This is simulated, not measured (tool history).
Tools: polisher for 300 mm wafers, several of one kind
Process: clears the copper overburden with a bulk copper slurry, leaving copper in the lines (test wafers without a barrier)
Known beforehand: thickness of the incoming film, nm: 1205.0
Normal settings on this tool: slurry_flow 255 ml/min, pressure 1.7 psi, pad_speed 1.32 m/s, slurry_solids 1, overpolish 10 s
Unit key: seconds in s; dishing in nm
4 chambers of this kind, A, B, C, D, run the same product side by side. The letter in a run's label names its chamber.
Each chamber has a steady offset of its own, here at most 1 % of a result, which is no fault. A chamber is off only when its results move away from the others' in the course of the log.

run,hour,slurry_flow,pressure,pad_speed,slurry_solids,overpolish,wafers polished on this pad,hours since the slurry nozzle was cleaned,hours since the head pressure was calibrated,hours since the slurry blender was calibrated,seconds,dishing
1B,5.8,255,1.7,1.32,1,10,829,356.1,287.9,232.6,181.45,40.454
2A,11.1,255,1.7,1.32,1,10,901,430.7,493.7,67,180.99,39.601
3C,16.7,255,1.7,1.32,1,10,244,75.4,234.9,265.3,184.06,38.219
4D,21.7,255,1.7,1.32,1,10,412,297,677.8,118.1,183.03,39.065
# hour 26: chamber C: slurry blender recalibrated
5B,27.8,255,1.7,1.32,1,10,955,378.1,309.9,254.6,179.76,39.89
# hour 30.5: chamber A: slurry nozzle cleaned
# hour 34.6: chamber D: slurry blender recalibrated
# hour 35: chamber B: worn pad replaced by a new one
6A,35.4,255,1.7,1.32,1,10,1040,4.9,518,91.3,180.14,40.94
7D,43.8,255,1.7,1.32,1,10,538,319.1,699.9,9.2,184.05,38.872
8C,48.8,255,1.7,1.32,1,10,427,107.5,267,22.9,181.8,39.968
9D,59,255,1.7,1.32,1,13,625,334.3,715.1,24.4,185.26,47.092
10C,65.6,255,1.7,1.32,1,13,523,124.3,283.8,39.7,183.31,47.968
# hour 73.3: chamber B: slurry blender recalibrated
# hour 73.9: chamber A: head pressure recalibrated
11A,75.3,255,1.7,1.32,1,13,1268,44.8,1.4,131.2,178.89,47.515
# hour 77.6: chamber D: slurry nozzle cleaned
12B,80.1,255,1.7,1.32,1,13,258,430.4,362.2,6.8,183.63,46.914
# hour 90.4: chamber B: head pressure recalibrated
13D,90.8,255,1.7,1.32,1,10,807,13.3,746.9,56.2,183.97,39.314
14C,99.1,255,1.7,1.32,1,10,715,157.8,317.3,73.2,182.41,39.112
# hour 102.2: chamber A: slurry blender recalibrated
15A,107.9,255,1.7,1.32,1,10,1454,77.4,34,5.7,177.98,39.905
16B,115,255,1.7,1.04,1,10,458,465.3,24.7,41.7,230.03,33.053
# hour 116.7: chamber A: worn pad replaced by a new one
17A,123.8,255,1.7,1.04,1,10,40,93.3,49.9,21.6,228.11,32.957
18C,134.5,255,1.7,1.04,1,10,918,193.2,352.7,108.6,232.81,32.521
19D,142.5,255,1.7,1.04,1,10,1103,65,798.6,107.9,240.47,33.028
# hour 151.4: chamber C: worn pad replaced by a new one
20B,153,255,1.7,1.32,1,10,675,503.3,62.7,79.7,182.06,40.469
21B,158.5,255,1.7,1.32,1,10,706,508.8,68.2,85.2,185.32,38.625
# hour 159.7: chamber D: slurry blender recalibrated
22A,164.9,255,1.7,1.32,1,10,276,134.4,91,62.7,182.62,39.358
23D,172.6,255,1.7,1.32,1,10,1275,95.1,828.7,12.9,192.15,38.25
24C,179.2,255,1.7,1.32,1,10,159,237.9,397.4,153.3,183.3,39.411
25D,189.4,255,1.7,1.32,1,15,1371,111.9,845.5,29.7,190.45,50.215
26A,198.9,255,1.7,1.32,1,15,470,168.4,125,96.7,181.68,51.231
# hour 208.5: chamber B: worn pad replaced by a new one
27C,209,255,1.7,1.32,1,15,329,267.7,427.2,183.1,181.42,51.901
28B,214.4,255,1.7,1.32,1,15,34,564.7,124.1,141.1,180.84,50.535
29C,222.8,255,1.7,1.32,1,10,408,281.5,441,196.9,179.62,39.077
30D,233.6,255,2.2,1.32,1,13,1624,156.1,889.7,73.9,149.66,55.442
31A,240.9,255,2.2,1.32,1,13,710,210.4,167,138.7,139.16,57.09
32B,245.7,255,2.2,1.32,1,13,213,596,155.4,172.4,142.39,58.368
33C,255.6,255,2.2,1.32,1,13,596,314.3,473.8,229.7,142.01,58.265
# hour 257: chamber C: slurry blender recalibrated
34B,265.3,255,1.7,1.32,1,10,325,615.6,175,192,184.66,39.209
35D,276.4,255,1.7,1.32,1,10,1869,198.9,932.5,116.7,201.39,36.307
36A,287,255,1.7,1.32,1,10,974,256.5,213.1,184.8,180.97,40.255
# hour 292.5: chamber D: slurry blender recalibrated
37C,292.9,255,1.7,1.32,1,10,810,351.6,511.1,35.9,184.54,39.888
38D,301.4,255,1.7,1.32,1,10,2012,223.9,957.5,8.9,198.4,36.976
# hour 309.1: chamber A: slurry blender recalibrated
39A,309.7,255,1.7,1.32,1,10,1104,279.2,235.8,0.7,182.13,39.914
40B,315.7,255,1.7,1.32,1,10,613,666,225.4,242.4,182.2,39.991

For the next run the whole fleet of 4 chambers uses the same settings. Give each chamber's results:
41A,323.7,300,1.7,1.32,1,10,,,,,?,?
41B,323.7,300,1.7,1.32,1,10,,,,,?,?
41C,323.7,300,1.7,1.32,1,10,,,,,?,?
41D,323.7,300,1.7,1.32,1,10,,,,,?,?

run,seconds,dishing
41A,177.99,40.53
41B,179.64,41.271
41C,183.55,38.388
41D,198.05,36.783
